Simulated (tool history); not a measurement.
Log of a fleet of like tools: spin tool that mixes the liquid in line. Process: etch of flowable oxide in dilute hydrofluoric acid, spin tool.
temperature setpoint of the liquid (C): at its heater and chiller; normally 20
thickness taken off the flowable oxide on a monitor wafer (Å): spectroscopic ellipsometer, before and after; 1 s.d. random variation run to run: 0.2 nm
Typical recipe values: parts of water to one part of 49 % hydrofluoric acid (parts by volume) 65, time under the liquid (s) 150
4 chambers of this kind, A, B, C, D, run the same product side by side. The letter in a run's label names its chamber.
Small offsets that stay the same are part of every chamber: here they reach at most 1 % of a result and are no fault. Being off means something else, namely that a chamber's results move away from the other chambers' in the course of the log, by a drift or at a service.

run	hour	temperature setpoint of the liquid (C)	parts of water to one part of 49 % hydrofluoric acid (parts by volume)	time under the liquid (s)	hours since the thermometer was replaced	hours since the hydrofluoric acid flow meter was replaced	read-back film thickness of the flowable oxide reference wafer, read on the same gauge (nm)	thickness taken off the flowable oxide on a monitor wafer (Å)
1B	14.7	20	65	150	836.5	763.4	79.972	421.98
2C	27.8	20	65	150	284.6	49.9	79.992	423.76
# hour 32.9: chamber A: hydrofluoric acid flow meter replaced
3D	40.8	20	65	150	881.5	530.2	80.006	422.06
4A	56.4	20	65	150	1863.7	23.5	80.021	423.48
5C	67.6	20	65	150	324.4	89.7	80.007	421.19
6A	74.6	20	65	150	1881.9	41.7	79.962	421.17
7D	85.6	20	65	150	926.3	575	79.971	423.85
8B	101.8	25	45	150	923.6	850.5	79.98	781.48
9C	117.8	25	45	150	374.6	139.9	79.995	766.89
10B	132.8	25	45	150	954.6	881.5	80.015	774.64
11A	140.1	25	45	150	1947.4	107.2	79.981	763.08
12D	149.2	20	65	150	989.9	638.6	80.011	425.22
13D	156.5	20	65	150	997.2	645.9	79.978	420.66
14A	168.3	20	65	150	1975.6	135.4	80.065	420.81
15B	181.1	17	65	100	1002.9	929.8	80.031	245.35
16C	196.4	17	65	100	453.2	218.5	80.033	247.73
17C	209.9	17	65	100	466.7	232	79.995	246.95
18A	217.5	17	65	100	2024.8	184.6	79.998	247.49
19B	227	20	65	150	1048.8	975.7	80.018	417.12
# hour 233.2: chamber A: thermometer replaced
20D	234.2	20	65	150	1074.9	723.6	80.013	423.95
21C	245.2	20	65	150	502	267.3	80.02	421.84
22D	256.3	20	65	150	1097	745.7	79.974	423.53
23B	271.5	20	65	150	1093.3	1020.2	80.033	410.61
24A	287.6	20	65	150	54.4	254.7	80.013	423.98
25C	301.5	20	65	150	558.3	323.6	79.978	417.68
26A	314.6	20	65	150	81.4	281.7	79.977	423.09
27B	323.1	20	65	150	1144.9	1071.8	80.014	403.91
28D	337.8	20	65	150	1178.5	827.2	79.993	420.36
29A	353.2	20	65	150	120	320.3	79.98	419.72
30B	365.6	20	65	150	1187.4	1114.3	80.007	401.83
31D	373.6	20	65	150	1214.3	863	80.005	421.85
32C	383.5	20	65	150	640.3	405.6	79.992	421.12
33D	398.4	20	65	150	1239.1	887.8	80.037	422.79

Decide between three cases: one chamber stands off from its peers, the gauge reading all wafers drifts, or nothing is wrong past each chamber's small offset. Where a chamber is off, say which and what most likely put it there.

Chamber B drifts away from the others.
What lies behind it: liquid colder than its thermometer reads (K) = 1.51.
The log may not separate it from: hydrofluoric acid flow below the setpoint (%).

Below are 4 candidate recipes for chamber B's next run, each the usual settings with a change, their results shown as question marks. Which of them brings B's results back in line with what the other chambers give on the usual settings?
Maximum distance from the other chambers' mean on the usual settings for a result to count as in line: thickness taken off the flowable oxide on a monitor wafer (Å) 7.1
34B-1	410	19.5	65	135				?
34B-2	410	18.5	65	150				?
34B-3	410	23	65	150				?
34B-4	410	20	65	160				?

Usual-settings mean across the other chambers: thickness taken off the flowable oxide on a monitor wafer (Å) 421.39
run	thickness taken off the flowable oxide on a monitor wafer (Å)
34B-1	350.47
34B-2	372.9
34B-3	452.03
34B-4	424.51
With 34B-4, the chamber falls back in line with the rest.
